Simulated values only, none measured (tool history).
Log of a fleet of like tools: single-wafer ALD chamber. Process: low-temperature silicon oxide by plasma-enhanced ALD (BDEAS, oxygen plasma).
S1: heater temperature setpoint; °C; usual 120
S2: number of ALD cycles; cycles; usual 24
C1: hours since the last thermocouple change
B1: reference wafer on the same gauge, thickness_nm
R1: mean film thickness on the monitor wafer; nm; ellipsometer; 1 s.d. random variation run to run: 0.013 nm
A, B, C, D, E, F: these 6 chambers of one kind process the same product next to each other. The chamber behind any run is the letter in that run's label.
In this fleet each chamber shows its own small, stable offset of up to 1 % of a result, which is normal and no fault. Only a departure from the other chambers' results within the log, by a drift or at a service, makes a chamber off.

run,hour,S1,S2,C1,B1,R1
1A,6.9,120,24,339.7,3.7236,3.3209
# hour 13.2: chamber F: thermocouple changed; heater temperature recalibrated
2E,13.9,120,24,68.4,3.7236,3.3198
3F,23,120,24,9.9,3.7209,3.2983
4D,27.5,120,24,403,3.7157,3.2987
5B,31.4,120,24,2563.6,3.7249,3.3084
6C,39.9,120,24,1285,3.7182,3.2822
7B,45.4,120,24,2577.6,3.7164,3.3121
8F,53.8,120,24,40.7,3.7214,3.2846
9E,59.5,120,24,114,3.7208,3.3065
10C,64.3,120,24,1309.4,3.7222,3.2939
11A,71.6,106,27,404.4,3.7202,3.8024
12D,79.2,106,27,454.7,3.7159,3.7737
13C,85.4,106,27,1330.5,3.7234,3.8089
14D,90.4,106,27,465.9,3.7239,3.8111
15E,97.1,106,27,151.6,3.7188,3.8102
16F,102.3,106,27,89.2,3.7183,3.7852
17B,106.2,120,26,2638.4,3.7171,3.5672
18A,111.1,120,26,443.9,3.7195,3.5939
19F,115.3,120,26,102.2,3.7179,3.559
20B,121.9,120,26,2654.1,3.7199,3.5606
21C,130.4,120,26,1375.5,3.7172,3.5533
22D,137.6,120,26,513.1,3.7218,3.5452
23E,143.6,120,24,198.1,3.7231,3.3319
24A,150.8,120,24,483.6,3.717,3.2883
25E,155.7,105,20,210.2,3.7189,2.8359
26B,161.8,105,20,2694,3.7189,2.812
27D,169.2,105,20,544.7,3.7194,2.809
28A,174.7,105,20,507.5,3.722,2.8423
29F,179,105,20,165.9,3.718,2.8369
30C,183.6,105,20,1428.7,3.725,2.8451
31B,187.5,120,24,2719.7,3.7236,3.2963
32C,196,120,24,1441.1,3.72,3.3094
33F,199.9,120,24,186.8,3.7155,3.2794
34D,208.3,120,24,583.8,3.7215,3.2835
35A,214.1,120,24,546.9,3.7204,3.2861
# hour 219.3: chamber B: thermocouple changed; heater temperature recalibrated
36E,219.3,120,24,273.8,3.7234,3.3154
37B,226.8,120,24,7.5,3.722,3.2583
38A,235.5,131,24,568.3,3.7201,3.2528
39E,240.1,131,24,294.6,3.7187,3.231
40D,245,131,24,620.5,3.7193,3.2034
41C,249.5,131,24,1494.6,3.7223,3.2029
42F,256.4,131,24,243.3,3.7199,3.2215

Predict what each chamber gives when all 6 of them run the settings below next.
43A,262.9,120,24,,,?
43B,262.9,120,24,,,?
43C,262.9,120,24,,,?
43D,262.9,120,24,,,?
43E,262.9,120,24,,,?
43F,262.9,120,24,,,?

run,R1
43A,3.2919
43B,3.3108
43C,3.2977
43D,3.2919
43E,3.3059
43F,3.2688
